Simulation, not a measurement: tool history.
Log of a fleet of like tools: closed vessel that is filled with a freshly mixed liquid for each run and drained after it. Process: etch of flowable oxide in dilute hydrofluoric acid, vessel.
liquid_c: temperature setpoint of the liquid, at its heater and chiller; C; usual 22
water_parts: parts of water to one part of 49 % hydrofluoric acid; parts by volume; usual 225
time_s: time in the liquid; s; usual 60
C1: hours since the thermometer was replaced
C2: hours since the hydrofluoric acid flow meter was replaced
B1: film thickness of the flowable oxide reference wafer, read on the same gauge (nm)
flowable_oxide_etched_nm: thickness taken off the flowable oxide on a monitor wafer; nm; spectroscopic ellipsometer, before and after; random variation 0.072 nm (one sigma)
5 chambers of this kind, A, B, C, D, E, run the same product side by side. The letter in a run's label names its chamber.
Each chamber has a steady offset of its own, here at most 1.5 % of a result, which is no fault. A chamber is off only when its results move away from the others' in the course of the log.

-- day=0.025 chamber C: hydrofluoric acid flow meter replaced
-- day=0.204 chamber B: thermometer replaced
run 1E day=0.329 | liquid_c=22 water_parts=225 time_s=60 | C1=1373.8 C2=87.3 | B1=29.998 | flowable_oxide_etched_nm=11.8930
-- day=0.421 chamber A: thermometer replaced
run 2A day=0.558 | liquid_c=22 water_parts=225 time_s=60 | C1=3.3 C2=774.7 | B1=30.008 | flowable_oxide_etched_nm=11.9120
run 3D day=0.912 | liquid_c=22 water_parts=225 time_s=60 | C1=631.8 C2=407.0 | B1=29.982 | flowable_oxide_etched_nm=11.8740
run 4B day=1.129 | liquid_c=22 water_parts=225 time_s=60 | C1=22.2 C2=794.6 | B1=29.991 | flowable_oxide_etched_nm=11.8090
run 5C day=1.362 | liquid_c=22 water_parts=290 time_s=60 | C1=893.2 C2=32.2 | B1=30.023 | flowable_oxide_etched_nm=8.7747
run 6B day=1.629 | liquid_c=22 water_parts=290 time_s=60 | C1=34.2 C2=806.6 | B1=30.003 | flowable_oxide_etched_nm=8.7630
run 7C day=1.979 | liquid_c=22 water_parts=290 time_s=60 | C1=908.0 C2=47.0 | B1=29.981 | flowable_oxide_etched_nm=8.6643
run 8A day=2.229 | liquid_c=22 water_parts=290 time_s=60 | C1=43.4 C2=814.8 | B1=30.023 | flowable_oxide_etched_nm=8.7258
run 9E day=2.562 | liquid_c=22 water_parts=290 time_s=60 | C1=1427.4 C2=140.9 | B1=29.994 | flowable_oxide_etched_nm=8.6965
run 10D day=2.933 | liquid_c=22 water_parts=225 time_s=60 | C1=680.3 C2=455.5 | B1=29.977 | flowable_oxide_etched_nm=12.0590
run 11D day=3.262 | liquid_c=22 water_parts=225 time_s=60 | C1=688.2 C2=463.4 | B1=30.001 | flowable_oxide_etched_nm=12.2590
run 12C day=3.462 | liquid_c=22 water_parts=225 time_s=60 | C1=943.6 C2=82.6 | B1=29.976 | flowable_oxide_etched_nm=11.9580
-- day=3.629 chamber B: hydrofluoric acid flow meter replaced
run 13A day=3.742 | liquid_c=22 water_parts=225 time_s=60 | C1=79.7 C2=851.1 | B1=29.986 | flowable_oxide_etched_nm=11.9350
run 14B day=3.921 | liquid_c=22 water_parts=225 time_s=60 | C1=89.2 C2=7.1 | B1=30.002 | flowable_oxide_etched_nm=11.8750
run 15E day=4.183 | liquid_c=22 water_parts=225 time_s=60 | C1=1466.3 C2=179.8 | B1=30.023 | flowable_oxide_etched_nm=12.0200
run 16C day=4.392 | liquid_c=22 water_parts=225 time_s=35 | C1=965.9 C2=104.9 | B1=30.020 | flowable_oxide_etched_nm=7.0251
-- day=4.404 chamber E: thermometer replaced
run 17B day=4.688 | liquid_c=22 water_parts=225 time_s=35 | C1=107.6 C2=25.5 | B1=29.987 | flowable_oxide_etched_nm=6.9140
run 18A day=4.942 | liquid_c=22 water_parts=225 time_s=35 | C1=108.5 C2=879.9 | B1=29.990 | flowable_oxide_etched_nm=7.0058
run 19E day=5.150 | liquid_c=22 water_parts=225 time_s=35 | C1=17.9 C2=203.0 | B1=30.013 | flowable_oxide_etched_nm=6.9533
run 20D day=5.529 | liquid_c=22 water_parts=225 time_s=35 | C1=742.6 C2=517.8 | B1=29.990 | flowable_oxide_etched_nm=7.2175
run 21E day=5.796 | liquid_c=22 water_parts=225 time_s=60 | C1=33.4 C2=218.5 | B1=29.973 | flowable_oxide_etched_nm=11.9080
run 22B day=6.171 | liquid_c=22 water_parts=225 time_s=60 | C1=143.2 C2=61.1 | B1=29.993 | flowable_oxide_etched_nm=11.8920
run 23D day=6.488 | liquid_c=22 water_parts=225 time_s=60 | C1=765.6 C2=540.8 | B1=30.008 | flowable_oxide_etched_nm=12.3880
run 24A day=6.792 | liquid_c=22 water_parts=225 time_s=60 | C1=152.9 C2=924.3 | B1=29.967 | flowable_oxide_etched_nm=11.9060
run 25C day=7.004 | liquid_c=22 water_parts=225 time_s=60 | C1=1028.6 C2=167.6 | B1=29.992 | flowable_oxide_etched_nm=11.9470
run 26E day=7.212 | liquid_c=22 water_parts=225 time_s=60 | C1=67.4 C2=252.5 | B1=30.007 | flowable_oxide_etched_nm=11.8640
run 27C day=7.379 | liquid_c=24 water_parts=225 time_s=60 | C1=1037.6 C2=176.6 | B1=29.996 | flowable_oxide_etched_nm=12.9090
run 28A day=7.625 | liquid_c=24 water_parts=225 time_s=60 | C1=172.9 C2=944.3 | B1=29.982 | flowable_oxide_etched_nm=12.7990
run 29B day=7.996 | liquid_c=24 water_parts=225 time_s=60 | C1=187.0 C2=104.9 | B1=30.005 | flowable_oxide_etched_nm=12.9500
run 30D day=8.167 | liquid_c=24 water_parts=225 time_s=60 | C1=805.9 C2=581.1 | B1=30.032 | flowable_oxide_etched_nm=13.5030
run 31C day=8.425 | liquid_c=24 water_parts=225 time_s=60 | C1=1062.7 C2=201.7 | B1=30.020 | flowable_oxide_etched_nm=13.0060
run 32D day=8.658 | liquid_c=22 water_parts=225 time_s=60 | C1=817.7 C2=592.9 | B1=29.976 | flowable_oxide_etched_nm=12.6310
run 33A day=8.925 | liquid_c=22 water_parts=225 time_s=60 | C1=204.1 C2=975.5 | B1=30.012 | flowable_oxide_etched_nm=11.8110
run 34B day=9.125 | liquid_c=22 water_parts=225 time_s=60 | C1=214.1 C2=132.0 | B1=30.028 | flowable_oxide_etched_nm=11.9730
run 35E day=9.358 | liquid_c=22 water_parts=225 time_s=60 | C1=118.9 C2=304.0 | B1=30.039 | flowable_oxide_etched_nm=11.9730
run 36D day=9.638 | liquid_c=22 water_parts=225 time_s=60 | C1=841.2 C2=616.4 | B1=29.994 | flowable_oxide_etched_nm=12.6950

All 5 chambers run these settings next. Forecast each chamber's results:
run 37A day=9.908 | liquid_c=22 water_parts=225 time_s=60 | flowable_oxide_etched_nm=?
run 37B day=9.908 | liquid_c=22 water_parts=225 time_s=60 | flowable_oxide_etched_nm=?
run 37C day=9.908 | liquid_c=22 water_parts=225 time_s=60 | flowable_oxide_etched_nm=?
run 37D day=9.908 | liquid_c=22 water_parts=225 time_s=60 | flowable_oxide_etched_nm=?
run 37E day=9.908 | liquid_c=22 water_parts=225 time_s=60 | flowable_oxide_etched_nm=?

run=37A flowable_oxide_etched_nm=11.8120
run=37B flowable_oxide_etched_nm=11.6670
run=37C flowable_oxide_etched_nm=12.0560
run=37D flowable_oxide_etched_nm=12.5210
run=37E flowable_oxide_etched_nm=12.0370
